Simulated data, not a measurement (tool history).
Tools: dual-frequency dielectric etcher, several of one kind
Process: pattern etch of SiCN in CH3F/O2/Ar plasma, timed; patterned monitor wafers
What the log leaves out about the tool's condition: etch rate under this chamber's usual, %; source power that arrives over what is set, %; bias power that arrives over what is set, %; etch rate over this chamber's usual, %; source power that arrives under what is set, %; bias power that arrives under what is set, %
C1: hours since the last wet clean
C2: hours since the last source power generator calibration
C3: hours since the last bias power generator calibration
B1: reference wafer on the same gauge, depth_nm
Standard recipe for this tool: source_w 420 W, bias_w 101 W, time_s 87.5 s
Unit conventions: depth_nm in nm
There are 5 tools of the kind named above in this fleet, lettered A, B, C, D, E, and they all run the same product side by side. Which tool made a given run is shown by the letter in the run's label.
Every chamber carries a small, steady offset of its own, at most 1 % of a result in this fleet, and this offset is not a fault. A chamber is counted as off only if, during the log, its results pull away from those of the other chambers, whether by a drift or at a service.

{"run": "1C", "day": 0.183, "source_w": 420, "bias_w": 101, "time_s": 87.5, "C1": 323.7, "C2": 435.2, "C3": 62.0, "B1": 36.904, "depth_nm": 37.659}
{"run": "2B", "day": 0.379, "source_w": 420, "bias_w": 101, "time_s": 87.5, "C1": 89.6, "C2": 1930.6, "C3": 118.9, "B1": 36.912, "depth_nm": 37.728}
{"run": "3A", "day": 0.579, "source_w": 420, "bias_w": 101, "time_s": 87.5, "C1": 322.7, "C2": 1796.5, "C3": 964.3, "B1": 36.919, "depth_nm": 37.934}
{"run": "4E", "day": 0.788, "source_w": 420, "bias_w": 101, "time_s": 87.5, "C1": 76.6, "C2": 1354.9, "C3": 1583.9, "B1": 36.92, "depth_nm": 37.804}
{"run": "5D", "day": 0.95, "source_w": 470, "bias_w": 101, "time_s": 108.0, "C1": 375.5, "C2": 111.2, "C3": 364.6, "B1": 36.911, "depth_nm": 48.508}
{"run": "6A", "day": 1.208, "source_w": 470, "bias_w": 101, "time_s": 108.0, "C1": 337.8, "C2": 1811.6, "C3": 979.4, "B1": 36.935, "depth_nm": 48.703}
{"run": "7E", "day": 1.525, "source_w": 470, "bias_w": 101, "time_s": 108.0, "C1": 94.3, "C2": 1372.6, "C3": 1601.6, "B1": 36.924, "depth_nm": 48.738}
{"run": "8B", "day": 1.75, "source_w": 470, "bias_w": 101, "time_s": 108.0, "C1": 122.5, "C2": 1963.5, "C3": 151.8, "B1": 36.932, "depth_nm": 48.583}
{"run": "9D", "day": 2.05, "source_w": 470, "bias_w": 101, "time_s": 108.0, "C1": 401.9, "C2": 137.6, "C3": 391.0, "B1": 36.952, "depth_nm": 48.536}
{"run": "10C", "day": 2.3, "source_w": 340, "bias_w": 86, "time_s": 87.5, "C1": 374.5, "C2": 486.0, "C3": 112.8, "B1": 36.965, "depth_nm": 32.718}
{"day": 2.558, "done": "chamber C: wet clean of the chamber"}
{"run": "11D", "day": 2.642, "source_w": 340, "bias_w": 86, "time_s": 87.5, "C1": 416.1, "C2": 151.8, "C3": 405.2, "B1": 36.955, "depth_nm": 32.898}
{"day": 2.783, "done": "chamber A: wet clean of the chamber"}
{"run": "12B", "day": 2.812, "source_w": 340, "bias_w": 86, "time_s": 87.5, "C1": 148.0, "C2": 1989.0, "C3": 177.3, "B1": 36.963, "depth_nm": 32.821}
{"run": "13C", "day": 3.042, "source_w": 340, "bias_w": 86, "time_s": 87.5, "C1": 11.7, "C2": 503.8, "C3": 130.6, "B1": 36.963, "depth_nm": 32.791}
{"run": "14A", "day": 3.233, "source_w": 340, "bias_w": 86, "time_s": 87.5, "C1": 10.8, "C2": 1860.2, "C3": 1028.0, "B1": 36.973, "depth_nm": 33.157}
{"run": "15E", "day": 3.492, "source_w": 420, "bias_w": 101, "time_s": 87.5, "C1": 141.5, "C2": 1419.8, "C3": 1648.8, "B1": 36.984, "depth_nm": 37.894}
{"run": "16B", "day": 3.804, "source_w": 420, "bias_w": 101, "time_s": 87.5, "C1": 171.8, "C2": 2012.8, "C3": 201.1, "B1": 36.986, "depth_nm": 37.721}
{"run": "17D", "day": 3.979, "source_w": 420, "bias_w": 101, "time_s": 87.5, "C1": 448.2, "C2": 183.9, "C3": 437.3, "B1": 36.985, "depth_nm": 37.753}
{"run": "18A", "day": 4.188, "source_w": 420, "bias_w": 101, "time_s": 87.5, "C1": 33.7, "C2": 1883.1, "C3": 1050.9, "B1": 36.997, "depth_nm": 38.078}
{"run": "19E", "day": 4.358, "source_w": 420, "bias_w": 113, "time_s": 87.5, "C1": 162.3, "C2": 1440.6, "C3": 1669.6, "B1": 37.003, "depth_nm": 39.604}
{"run": "20C", "day": 4.608, "source_w": 420, "bias_w": 113, "time_s": 87.5, "C1": 49.3, "C2": 541.4, "C3": 168.2, "B1": 37.011, "depth_nm": 39.256}
{"run": "21E", "day": 4.904, "source_w": 420, "bias_w": 113, "time_s": 87.5, "C1": 175.4, "C2": 1453.7, "C3": 1682.7, "B1": 37.014, "depth_nm": 39.63}
{"run": "22A", "day": 5.133, "source_w": 420, "bias_w": 113, "time_s": 87.5, "C1": 56.4, "C2": 1905.8, "C3": 1073.6, "B1": 37.022, "depth_nm": 39.594}
{"run": "23B", "day": 5.371, "source_w": 420, "bias_w": 113, "time_s": 87.5, "C1": 209.4, "C2": 2050.4, "C3": 238.7, "B1": 37.024, "depth_nm": 39.528}
{"run": "24D", "day": 5.617, "source_w": 420, "bias_w": 101, "time_s": 87.5, "C1": 487.5, "C2": 223.2, "C3": 476.6, "B1": 37.014, "depth_nm": 37.854}
{"run": "25C", "day": 5.812, "source_w": 420, "bias_w": 101, "time_s": 99.5, "C1": 78.2, "C2": 570.3, "C3": 197.1, "B1": 37.032, "depth_nm": 42.921}
{"run": "26B", "day": 6.021, "source_w": 420, "bias_w": 101, "time_s": 99.5, "C1": 225.0, "C2": 2066.0, "C3": 254.3, "B1": 37.026, "depth_nm": 43.044}
{"run": "27C", "day": 6.338, "source_w": 420, "bias_w": 101, "time_s": 99.5, "C1": 90.8, "C2": 582.9, "C3": 209.7, "B1": 37.044, "depth_nm": 42.919}
{"run": "28D", "day": 6.621, "source_w": 420, "bias_w": 101, "time_s": 99.5, "C1": 511.6, "C2": 247.3, "C3": 500.7, "B1": 37.05, "depth_nm": 43.069}
{"run": "29E", "day": 6.825, "source_w": 420, "bias_w": 101, "time_s": 99.5, "C1": 221.5, "C2": 1499.8, "C3": 1728.8, "B1": 37.049, "depth_nm": 43.126}
{"run": "30A", "day": 7.129, "source_w": 420, "bias_w": 101, "time_s": 87.5, "C1": 104.3, "C2": 1953.7, "C3": 1121.5, "B1": 37.067, "depth_nm": 38.059}
{"run": "31D", "day": 7.408, "source_w": 420, "bias_w": 101, "time_s": 87.5, "C1": 530.5, "C2": 266.2, "C3": 519.6, "B1": 37.062, "depth_nm": 37.886}
{"run": "32A", "day": 7.725, "source_w": 370, "bias_w": 101, "time_s": 87.5, "C1": 118.6, "C2": 1968.0, "C3": 1135.8, "B1": 37.067, "depth_nm": 36.361}
{"run": "33C", "day": 7.917, "source_w": 370, "bias_w": 101, "time_s": 87.5, "C1": 128.7, "C2": 620.8, "C3": 247.6, "B1": 37.085, "depth_nm": 35.963}
{"day": 8.025, "done": "chamber B: source power generator calibrated"}
{"run": "34B", "day": 8.15, "source_w": 370, "bias_w": 101, "time_s": 87.5, "C1": 276.1, "C2": 3.1, "C3": 305.4, "B1": 37.075, "depth_nm": 36.229}
{"run": "35E", "day": 8.408, "source_w": 370, "bias_w": 101, "time_s": 87.5, "C1": 259.5, "C2": 1537.8, "C3": 1766.8, "B1": 37.099, "depth_nm": 36.215}
{"run": "36D", "day": 8.725, "source_w": 370, "bias_w": 101, "time_s": 87.5, "C1": 562.1, "C2": 297.8, "C3": 551.2, "B1": 37.108, "depth_nm": 36.086}
{"run": "37A", "day": 8.933, "source_w": 420, "bias_w": 101, "time_s": 87.5, "C1": 147.6, "C2": 1997.0, "C3": 1164.8, "B1": 37.116, "depth_nm": 38.117}
{"run": "38B", "day": 9.204, "source_w": 480, "bias_w": 101, "time_s": 74.0, "C1": 301.4, "C2": 28.4, "C3": 330.7, "B1": 37.128, "depth_nm": 33.749}

Read the log: is a single chamber off, either drifting away or since a service, is the gauge that measures every chamber drifting, or is nothing wrong beyond small per-chamber offsets? Name any odd chamber and what most likely caused it.

Gauge drift. The chambers move together only on paper, and none stands off.
Most likely cause: gauge reads high (%) = 0.581.

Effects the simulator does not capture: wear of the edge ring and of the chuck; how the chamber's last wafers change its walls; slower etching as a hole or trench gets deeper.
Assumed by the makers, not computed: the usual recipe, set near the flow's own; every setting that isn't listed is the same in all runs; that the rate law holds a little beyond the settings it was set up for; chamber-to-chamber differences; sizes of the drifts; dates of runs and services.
